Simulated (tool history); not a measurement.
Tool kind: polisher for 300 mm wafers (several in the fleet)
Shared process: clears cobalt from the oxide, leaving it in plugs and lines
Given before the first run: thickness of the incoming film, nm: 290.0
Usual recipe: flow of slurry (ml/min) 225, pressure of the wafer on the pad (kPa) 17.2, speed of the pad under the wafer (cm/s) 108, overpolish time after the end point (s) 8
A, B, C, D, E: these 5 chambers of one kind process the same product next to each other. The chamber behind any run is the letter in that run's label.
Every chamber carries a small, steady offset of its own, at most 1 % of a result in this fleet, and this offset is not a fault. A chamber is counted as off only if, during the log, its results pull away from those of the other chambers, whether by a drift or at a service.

run	hour	flow of slurry (ml/min)	pressure of the wafer on the pad (kPa)	speed of the pad under the wafer (cm/s)	overpolish time after the end point (s)	time until the end point was called (s)	dishing of a wide line in a test structure (angstrom)
# hour 6.7: chamber C: worn pad replaced by a new one
1D	10.5	225	17.2	108	8	37.731	356.33
# hour 14.9: chamber A: slurry nozzle cleaned
2C	24.6	225	17.2	108	8	37.314	365.46
# hour 34.5: chamber A: worn pad replaced by a new one
3E	38.4	225	17.2	108	8	37.445	334.75
# hour 42.9: chamber D: worn pad replaced by a new one
# hour 48.3: chamber B: worn pad replaced by a new one
4A	48.6	225	17.2	108	8	37.712	340.35
# hour 49.1: chamber E: worn pad replaced by a new one
5B	56.2	225	17.2	108	8	37.200	354.27
6D	65.1	225	17.2	108	8	36.895	337.42
7B	74.5	225	17.2	108	8	37.549	355.21
# hour 80.6: chamber C: worn pad replaced by a new one
8E	86.2	225	17.2	108	8	37.112	355.62
9A	99.0	225	17.2	108	8	38.121	344.74
# hour 101.4: chamber A: head pressure recalibrated
10C	109.1	225	17.2	108	8	37.584	352.83
# hour 114.8: chamber D: worn pad replaced by a new one
11C	115.9	225	17.2	108	8	37.270	352.73
# hour 121.2: chamber B: worn pad replaced by a new one
12A	122.9	225	17.2	108	8	37.224	347.05
# hour 132.0: chamber E: worn pad replaced by a new one
13D	133.4	225	17.2	108	8	37.224	356.36
# hour 145.6: chamber A: worn pad replaced by a new one
14E	146.1	225	17.2	108	8	37.096	334.98
15B	153.9	195	17.2	108	3	38.069	177.67
# hour 156.7: chamber C: worn pad replaced by a new one
# hour 160.5: chamber D: head pressure recalibrated
16A	169.3	195	17.2	108	3	38.162	186.92
17E	177.3	195	17.2	108	3	38.338	168.24
# hour 178.8: chamber B: head pressure recalibrated
18D	191.8	195	17.2	108	3	37.565	183.74
# hour 201.8: chamber D: worn pad replaced by a new one
19C	203.8	195	17.2	108	3	38.490	183.76
# hour 213.1: chamber B: worn pad replaced by a new one
20B	215.7	225	17.2	108	8	36.964	344.98
21B	228.2	225	17.2	140	8	28.741	399.68
# hour 231.4: chamber E: head pressure recalibrated
# hour 234.9: chamber C: worn pad replaced by a new one
# hour 238.5: chamber E: worn pad replaced by a new one
22E	241.1	225	17.2	140	8	28.972	385.98
# hour 244.6: chamber E: slurry nozzle cleaned
# hour 253.7: chamber A: worn pad replaced by a new one
# hour 254.3: chamber C: slurry nozzle cleaned
23D	254.9	225	17.2	140	8	28.823	377.11
24C	269.9	225	17.2	140	8	29.138	382.89
25A	277.7	225	17.2	140	8	29.531	369.47
# hour 282.4: chamber D: worn pad replaced by a new one
26A	289.4	225	17.2	108	8	37.144	349.38
# hour 297.1: chamber B: worn pad replaced by a new one
27B	298.4	225	17.2	108	8	37.133	347.38
# hour 301.4: chamber B: slurry nozzle cleaned
28C	306.9	225	17.2	108	8	37.194	349.68
# hour 314.9: chamber C: worn pad replaced by a new one
29E	321.6	225	17.2	108	8	37.809	352.79
30D	334.4	225	17.2	108	8	36.862	354.29
31A	341.2	225	17.2	108	8	37.056	337.77
32D	354.6	225	17.2	108	8	37.142	348.97
33B	369.5	225	23.4	108	10	27.726	418.09
34C	381.9	225	23.4	108	10	27.688	413.24

The same settings go to every chamber for the next run, one line per chamber below. Forecast the results for each:
35A	393.1	225	17.2	126	8	?	?
35B	393.1	225	17.2	126	8	?	?
35C	393.1	225	17.2	126	8	?	?
35D	393.1	225	17.2	126	8	?	?
35E	393.1	225	17.2	126	8	?	?

run	time until the end point was called (s)	dishing of a wide line in a test structure (angstrom)
35A	32.303	351.75
35B	32.133	383.35
35C	31.788	373.33
35D	31.900	371.50
35E	32.454	381.40

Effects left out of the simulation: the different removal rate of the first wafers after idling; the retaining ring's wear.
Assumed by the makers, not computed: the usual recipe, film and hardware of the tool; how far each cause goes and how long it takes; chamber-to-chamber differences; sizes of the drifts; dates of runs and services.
